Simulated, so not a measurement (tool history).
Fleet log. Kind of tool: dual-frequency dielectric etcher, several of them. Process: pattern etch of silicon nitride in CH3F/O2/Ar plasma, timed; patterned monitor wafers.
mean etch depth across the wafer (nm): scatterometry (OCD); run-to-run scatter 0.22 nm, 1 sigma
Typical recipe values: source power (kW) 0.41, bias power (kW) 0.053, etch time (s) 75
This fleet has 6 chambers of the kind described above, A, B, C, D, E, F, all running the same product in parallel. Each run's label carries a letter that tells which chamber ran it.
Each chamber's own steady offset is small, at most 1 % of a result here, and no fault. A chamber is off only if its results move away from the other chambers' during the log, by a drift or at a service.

run,hour,source power (kW),bias power (kW),etch time (s),hours since the last wet clean,hours since the last source power generator calibration,hours since the last bias power generator calibration,"read-back reference wafer on the same gauge, depth_nm",mean etch depth across the wafer (nm)
1A,5.4,0.41,0.053,75,10.9,1007.1,1682.1,48.561,47.351
2F,12.2,0.41,0.053,75,204.9,1621.1,407.4,48.53,47.908
3B,16.1,0.41,0.053,75,127.3,291,2834.8,48.633,47.887
4E,21.2,0.41,0.053,75,152,594.3,2770,48.555,48.165
5D,27.3,0.41,0.053,75,491.3,1773.8,84.6,48.616,47.931
6C,31,0.41,0.049,90.5,246.6,1530.9,3037.6,48.607,56.259
7E,34.6,0.41,0.049,90.5,165.4,607.7,2783.4,48.639,57.117
8D,41.5,0.41,0.049,90.5,505.5,1788,98.8,48.6,56.333
9C,48.8,0.41,0.049,90.5,264.4,1548.7,3055.4,48.558,56.158
10F,53.1,0.41,0.049,90.5,245.8,1662,448.3,48.643,56.751
11B,59.5,0.41,0.049,90.5,170.7,334.4,2878.2,48.648,55.787
12A,67.5,0.41,0.053,75,73,1069.2,1744.2,48.614,47.572
13A,74,0.48,0.053,86.5,79.5,1075.7,1750.7,48.651,57.988
14F,81.9,0.48,0.053,86.5,274.6,1690.8,477.1,48.572,58.594
15C,87.8,0.48,0.053,86.5,303.4,1587.7,3094.4,48.542,57.855
16B,93.9,0.48,0.053,86.5,205.1,368.8,2912.6,48.589,58.171
17D,98.9,0.48,0.053,86.5,562.9,1845.4,156.2,48.611,58.841
18E,106.1,0.48,0.053,86.5,236.9,679.2,2854.9,48.612,59.048
19E,111.3,0.41,0.053,75,242.1,684.4,2860.1,48.618,48.391
20B,116.1,0.41,0.053,75,227.3,391,2934.8,48.613,46.965
21D,122.7,0.41,0.053,75,586.7,1869.2,180,48.634,47.25
22C,129.8,0.41,0.053,75,345.4,1629.7,3136.4,48.578,47.817
23F,137,0.41,0.053,75,329.7,1745.9,532.2,48.593,47.58
# hour 142.7: chamber D: wet clean of the chamber
24A,142.7,0.41,0.053,63,148.2,1144.4,1819.4,48.567,39.879
25C,150.1,0.41,0.053,63,365.7,1650,3156.7,48.604,39.964
26A,157.7,0.41,0.053,63,163.2,1159.4,1834.4,48.625,39.854
27F,165.1,0.41,0.053,63,357.8,1774,560.3,48.598,40.28
28E,169.4,0.41,0.053,63,300.2,742.5,2918.2,48.549,40.487
29B,174.3,0.41,0.053,63,285.5,449.2,2993,48.562,38.919
30D,178.2,0.41,0.053,75,35.6,1924.7,235.5,48.591,47.929
31C,183.2,0.41,0.053,75,398.8,1683.1,3189.8,48.591,47.953
32E,190.3,0.47,0.053,60.5,321.1,763.4,2939.1,48.588,41.269
33A,197.5,0.47,0.053,60.5,203,1199.2,1874.2,48.616,40.488
34B,205.2,0.47,0.053,60.5,316.4,480.1,3023.9,48.618,39.155
35D,210.9,0.47,0.053,60.5,68.3,1957.4,268.2,48.585,40.41
36F,217.7,0.47,0.053,60.5,410.4,1826.6,612.9,48.556,40.781
37E,224.1,0.47,0.053,60.5,354.9,797.2,2972.9,48.566,41.182

Predict what each chamber gives when all 6 of them run the settings below next.
38A,229.9,0.41,0.053,75,,,,,?
38B,229.9,0.41,0.053,75,,,,,?
38C,229.9,0.41,0.053,75,,,,,?
38D,229.9,0.41,0.053,75,,,,,?
38E,229.9,0.41,0.053,75,,,,,?
38F,229.9,0.41,0.053,75,,,,,?

run,mean etch depth across the wafer (nm)
38A,47.873
38B,45.578
38C,47.659
38D,47.337
38E,47.927
38F,47.957

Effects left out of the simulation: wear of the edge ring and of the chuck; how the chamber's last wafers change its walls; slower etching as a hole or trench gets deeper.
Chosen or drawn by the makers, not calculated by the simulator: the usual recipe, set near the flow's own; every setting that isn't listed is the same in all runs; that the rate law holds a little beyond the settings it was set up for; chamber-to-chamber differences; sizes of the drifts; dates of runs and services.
